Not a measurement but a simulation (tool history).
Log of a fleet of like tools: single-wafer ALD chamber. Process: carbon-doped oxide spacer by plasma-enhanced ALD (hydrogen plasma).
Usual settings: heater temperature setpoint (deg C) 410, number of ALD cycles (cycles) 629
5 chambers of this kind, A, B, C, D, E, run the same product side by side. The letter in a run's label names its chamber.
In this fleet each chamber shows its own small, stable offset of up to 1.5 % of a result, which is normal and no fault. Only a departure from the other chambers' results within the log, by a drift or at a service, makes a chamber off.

run	hour	heater temperature setpoint (deg C)	number of ALD cycles (cycles)	hours since the last thermocouple change	read-back reference wafer on the same gauge, thickness_nm	mean film thickness on the monitor wafer (angstrom)
1A	6.5	410	629	847.4	35.286	304.99
2B	14.9	410	629	98.4	35.282	307.56
3D	19	410	629	1275.9	35.301	306.22
4C	23.8	410	629	400.2	35.269	306.85
5E	30.7	410	629	1937.3	35.28	303.2
6D	36.3	410	629	1293.2	35.271	305.07
7B	43.7	410	629	127.2	35.253	308.28
8E	50.9	410	629	1957.5	35.246	303.15
9A	57.6	410	629	898.5	35.231	303.68
10C	66	410	629	442.4	35.238	305.87
11C	71	410	629	447.4	35.223	305.97
12D	77.3	410	629	1334.2	35.219	303.9
13E	81.8	410	629	1988.4	35.215	301.79
14B	87.5	410	629	171	35.207	308.19
15A	95.8	410	629	936.7	35.208	304.11
16C	102.3	402	699	478.7	35.205	348.56
17E	108.2	402	699	2014.8	35.187	344.3
18B	116.4	402	699	199.9	35.193	351.02
19A	120.7	402	699	961.6	35.177	346.4
20D	125	402	699	1381.9	35.18	346.25
21E	131.6	404	629	2038.2	35.176	306.12
22D	139.2	404	629	1396.1	35.155	309.74
23C	148.3	404	629	524.7	35.14	311.9
24A	154	404	629	994.9	35.151	309.82
25B	162.2	404	629	245.7	35.128	313.16
26D	170.6	410	629	1427.5	35.12	303.24
27C	176.7	410	629	553.1	35.109	305.87
28A	185.6	410	629	1026.5	35.11	303.69
29E	193.4	410	629	2100	35.104	301.18
30B	199.7	410	629	283.2	35.103	306.69
31D	204	410	711	1460.9	35.079	342.58
32B	210.9	410	711	294.4	35.08	347.05
33C	219.3	410	711	595.7	35.081	345.88
34A	227.3	410	711	1068.2	35.059	342.24

Which is it: a chamber that has drifted or been left off by a service, a gauge drift common to all chambers, or only each chamber's usual small offset? If a chamber is off, name it and its likeliest cause.

No chamber is off; the gauge reading every chamber's wafers drifts, which makes the whole fleet appear to move together.
Cause: gauge reads low (%) = 0.685.
